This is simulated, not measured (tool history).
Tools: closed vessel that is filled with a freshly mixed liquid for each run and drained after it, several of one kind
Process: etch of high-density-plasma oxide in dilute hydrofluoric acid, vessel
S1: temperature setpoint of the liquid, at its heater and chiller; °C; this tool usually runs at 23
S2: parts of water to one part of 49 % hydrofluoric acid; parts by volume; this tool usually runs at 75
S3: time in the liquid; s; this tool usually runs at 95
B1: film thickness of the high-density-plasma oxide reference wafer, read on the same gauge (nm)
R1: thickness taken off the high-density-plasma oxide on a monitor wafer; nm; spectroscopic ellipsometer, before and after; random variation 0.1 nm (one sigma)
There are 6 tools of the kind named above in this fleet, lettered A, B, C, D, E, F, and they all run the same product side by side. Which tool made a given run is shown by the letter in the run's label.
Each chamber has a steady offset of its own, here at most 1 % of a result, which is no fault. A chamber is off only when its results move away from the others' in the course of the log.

run,hour,S1,S2,S3,B1,R1
1A,5.7,23,75,95,69.988,10.163
2D,10.2,23,75,95,70.009,9.893
3F,14.8,23,75,95,69.995,9.9584
4E,19.2,23,75,95,69.999,10.03
5C,24.5,23,110,95,69.995,6.637
6B,30,23,110,95,69.988,6.6728
7F,34.9,23,110,95,70.008,6.6262
8C,39.4,23,110,95,70.006,6.5689
9B,42.6,23,110,95,69.988,6.684
10D,48.4,23,110,95,70.003,6.5956
11A,52.8,23,75,95,70.011,10.341
12E,58.1,23,75,95,70.006,10.16
13A,63.1,23,75,95,69.993,10.139
14C,66.8,23,75,95,69.994,10.084
15D,72.5,23,75,95,69.991,10.089
16F,77.5,20,35,95,69.999,19.954
17E,81.8,20,35,95,69.994,20.563
18B,85.9,20,35,95,70.014,20.041
19C,90.5,20,35,95,69.992,19.676
20D,95.2,20,35,95,70.011,19.306
21F,98.5,20,35,95,70.022,19.6
22A,103.5,23,75,95,69.999,10.387
23E,108.5,23,75,95,69.991,10.108
24B,114.6,23,75,95,70.021,10.148
25D,119.4,23,75,95,69.994,9.9451
26F,123.1,23,75,95,70.007,10.048
27A,127.4,23,75,95,69.996,10.537
28C,134,23,75,95,70.01,9.9892
29E,138.2,23,75,95,70.005,10.085
30B,142.3,23,75,95,69.993,10.191
31B,147.5,23,95,95,70.019,7.886
32D,152.4,23,95,95,69.994,7.6253
33A,156.5,23,95,95,70.009,8.4292
34E,163.4,23,95,95,70.003,7.8864
35F,170.5,23,95,95,70.01,7.8807
36C,173.6,23,95,95,70.005,7.7302
37A,179.8,23,75,95,70.001,10.901
38F,185.4,23,75,95,69.995,10.072
39D,191,23,75,95,70.011,10.011
40E,195.1,23,75,95,70,10.141

The same settings go to every chamber for the next run, one line per chamber below. Forecast the results for each:
41A,200.3,23,75,95,,?
41B,200.3,23,75,95,,?
41C,200.3,23,75,95,,?
41D,200.3,23,75,95,,?
41E,200.3,23,75,95,,?
41F,200.3,23,75,95,,?

run,R1
41A,11.186
41B,9.9864
41C,9.9626
41D,10.039
41E,10.098
41F,10.197
